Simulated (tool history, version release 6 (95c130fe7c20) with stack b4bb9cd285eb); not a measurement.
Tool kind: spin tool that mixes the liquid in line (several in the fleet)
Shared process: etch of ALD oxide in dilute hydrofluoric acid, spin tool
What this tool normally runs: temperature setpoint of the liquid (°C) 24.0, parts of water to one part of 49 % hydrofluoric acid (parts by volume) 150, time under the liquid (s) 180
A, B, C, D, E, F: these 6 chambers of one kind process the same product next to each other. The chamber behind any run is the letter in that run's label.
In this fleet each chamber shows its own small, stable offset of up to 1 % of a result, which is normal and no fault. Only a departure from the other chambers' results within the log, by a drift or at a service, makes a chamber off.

| run | day | temperature setpoint of the liquid (°C) | parts of water to one part of 49 % hydrofluoric acid (parts by volume) | time under the liquid (s) | hours since the thermometer was replaced | hours since the hydrofluoric acid flow meter was replaced | read-back film thickness of the ALD oxide reference wafer, read on the same gauge (nm) | thickness taken off the ALD oxide on a monitor wafer (nm) |
|---|---|---|---|---|---|---|---|---|
| 1F | 0.588 | 24.0 | 150 | 180 | 667.2 | 1079.4 | 40.008 | 17.144 |
| 2A | 1.054 | 24.0 | 150 | 180 | 1184.4 | 556.3 | 40.017 | 17.388 |
| 3E | 1.525 | 24.0 | 150 | 180 | 1180.7 | 108.8 | 39.995 | 17.005 |
| 4C | 2.058 | 24.0 | 150 | 180 | 1787.8 | 311.6 | 40.005 | 16.810 |
| 5B | 2.683 | 24.0 | 150 | 260 | 412.8 | 320.9 | 40.002 | 24.738 |
| 6D | 2.983 | 24.0 | 150 | 260 | 152.3 | 666.1 | 40.004 | 24.625 |
| 7C | 3.321 | 24.0 | 150 | 260 | 1818.1 | 341.9 | 39.980 | 24.110 |
| 8B | 3.950 | 24.0 | 150 | 260 | 443.2 | 351.3 | 40.005 | 24.558 |
|  | 4.171 | chamber F: thermometer replaced |
| 9E | 4.521 | 24.0 | 150 | 260 | 1252.6 | 180.7 | 40.000 | 24.514 |
| 10A | 4.833 | 24.0 | 150 | 260 | 1275.1 | 647.0 | 39.992 | 24.698 |
| 11D | 5.383 | 24.0 | 150 | 180 | 209.9 | 723.7 | 39.989 | 17.107 |
| 12F | 5.754 | 24.0 | 150 | 180 | 38.0 | 1203.4 | 39.993 | 16.916 |
| 13A | 6.075 | 24.0 | 150 | 180 | 1304.9 | 676.8 | 39.981 | 17.293 |
| 14B | 6.525 | 24.0 | 150 | 180 | 505.0 | 413.1 | 40.007 | 17.044 |
| 15E | 6.821 | 24.0 | 150 | 180 | 1307.8 | 235.9 | 39.984 | 16.876 |
| 16C | 7.358 | 24.0 | 150 | 180 | 1915.0 | 438.8 | 40.002 | 17.189 |
| 17F | 7.888 | 24.0 | 150 | 180 | 89.2 | 1254.6 | 39.996 | 17.337 |
| 18D | 8.525 | 24.0 | 150 | 180 | 285.3 | 799.1 | 39.991 | 17.030 |
| 19A | 8.908 | 27.5 | 150 | 180 | 1372.9 | 744.8 | 40.030 | 20.013 |
| 20C | 9.429 | 27.5 | 150 | 180 | 1964.7 | 488.5 | 39.997 | 19.329 |
| 21F | 9.967 | 27.5 | 150 | 180 | 139.1 | 1304.5 | 39.994 | 19.893 |
|  | 10.533 | chamber E: thermometer replaced |
| 22B | 10.583 | 27.5 | 150 | 180 | 602.4 | 510.5 | 40.005 | 19.529 |
| 23E | 11.188 | 27.5 | 150 | 180 | 15.7 | 340.7 | 40.000 | 19.409 |
| 24D | 11.758 | 27.5 | 150 | 180 | 362.9 | 876.7 | 39.997 | 19.379 |
| 25D | 12.375 | 24.0 | 150 | 180 | 377.7 | 891.5 | 39.999 | 16.907 |
| 26B | 12.654 | 24.0 | 150 | 180 | 652.1 | 560.2 | 40.001 | 16.715 |
| 27E | 12.971 | 24.0 | 150 | 180 | 58.5 | 383.5 | 39.988 | 17.079 |
| 28C | 13.367 | 24.0 | 150 | 180 | 2059.2 | 583.0 | 40.001 | 16.679 |
| 29A | 13.996 | 24.0 | 150 | 180 | 1495.0 | 866.9 | 39.998 | 17.005 |
| 30F | 14.588 | 24.0 | 150 | 180 | 250.0 | 1415.4 | 39.996 | 17.858 |
| 31D | 15.125 | 24.0 | 150 | 180 | 443.7 | 957.5 | 40.008 | 17.241 |
| 32C | 15.512 | 24.0 | 150 | 180 | 2110.7 | 634.5 | 40.005 | 16.929 |
| 33A | 15.875 | 24.0 | 150 | 180 | 1540.1 | 912.0 | 40.002 | 17.259 |
| 34F | 16.208 | 24.0 | 150 | 180 | 288.9 | 1454.3 | 40.007 | 18.183 |
|  | 16.292 | chamber D: thermometer replaced |
| 35B | 16.646 | 24.0 | 150 | 180 | 747.9 | 656.0 | 39.983 | 17.007 |
| 36E | 17.125 | 24.0 | 150 | 180 | 158.2 | 483.2 | 40.004 | 17.119 |
| 37A | 17.712 | 24.0 | 150 | 180 | 1584.2 | 956.1 | 40.003 | 17.075 |
| 38B | 18.204 | 26.0 | 150 | 230 | 785.3 | 693.4 | 40.008 | 23.131 |
| 39E | 18.767 | 26.0 | 150 | 230 | 197.6 | 522.6 | 40.000 | 23.469 |
| 40F | 19.221 | 26.0 | 150 | 230 | 361.2 | 1526.6 | 40.006 | 25.485 |
| 41D | 19.679 | 26.0 | 150 | 230 | 81.3 | 1066.8 | 40.009 | 23.579 |
| 42C | 20.204 | 26.0 | 150 | 230 | 2223.3 | 747.1 | 40.010 | 23.144 |
| 43E | 20.692 | 26.0 | 150 | 230 | 243.8 | 568.8 | 40.018 | 23.703 |

Is one chamber out of step, is the gauge drifting, or do the chambers differ by no more than their own small offsets? For an off chamber, give its letter and the likeliest cause.

Chamber F drifts away from the others.
Cause: hydrofluoric acid flow above the setpoint (%) = 7.73.
The log may not tell that from: liquid hotter than its thermometer reads (K).

Chamber F could run next with any of the 4 candidate recipes listed below; each alters the usual settings, and their results appear as question marks. Which one brings its results back in line with what the other chambers deliver on the usual settings?
Allowed miss from the other chambers' usual-settings mean, per result, to count as in line: thickness taken off the ALD oxide on a monitor wafer (nm) 0.510
| 44F-1 | 21.150 | 24.0 | 150 | 185 |  |  |  | ? |
| 44F-2 | 21.150 | 24.0 | 155 | 170 |  |  |  | ? |
| 44F-3 | 21.150 | 24.0 | 150 | 195 |  |  |  | ? |
| 44F-4 | 21.150 | 23.0 | 150 | 180 |  |  |  | ? |

Usual-settings mean across the other chambers: thickness taken off the ALD oxide on a monitor wafer (nm) 17.047
| run | thickness taken off the ALD oxide on a monitor wafer (nm) |
|---|---|
| 44F-1 | 18.969 |
| 44F-2 | 16.774 |
| 44F-3 | 19.994 |
| 44F-4 | 17.754 |
Change 44F-2 lands the chamber within the allowed miss of the other chambers.
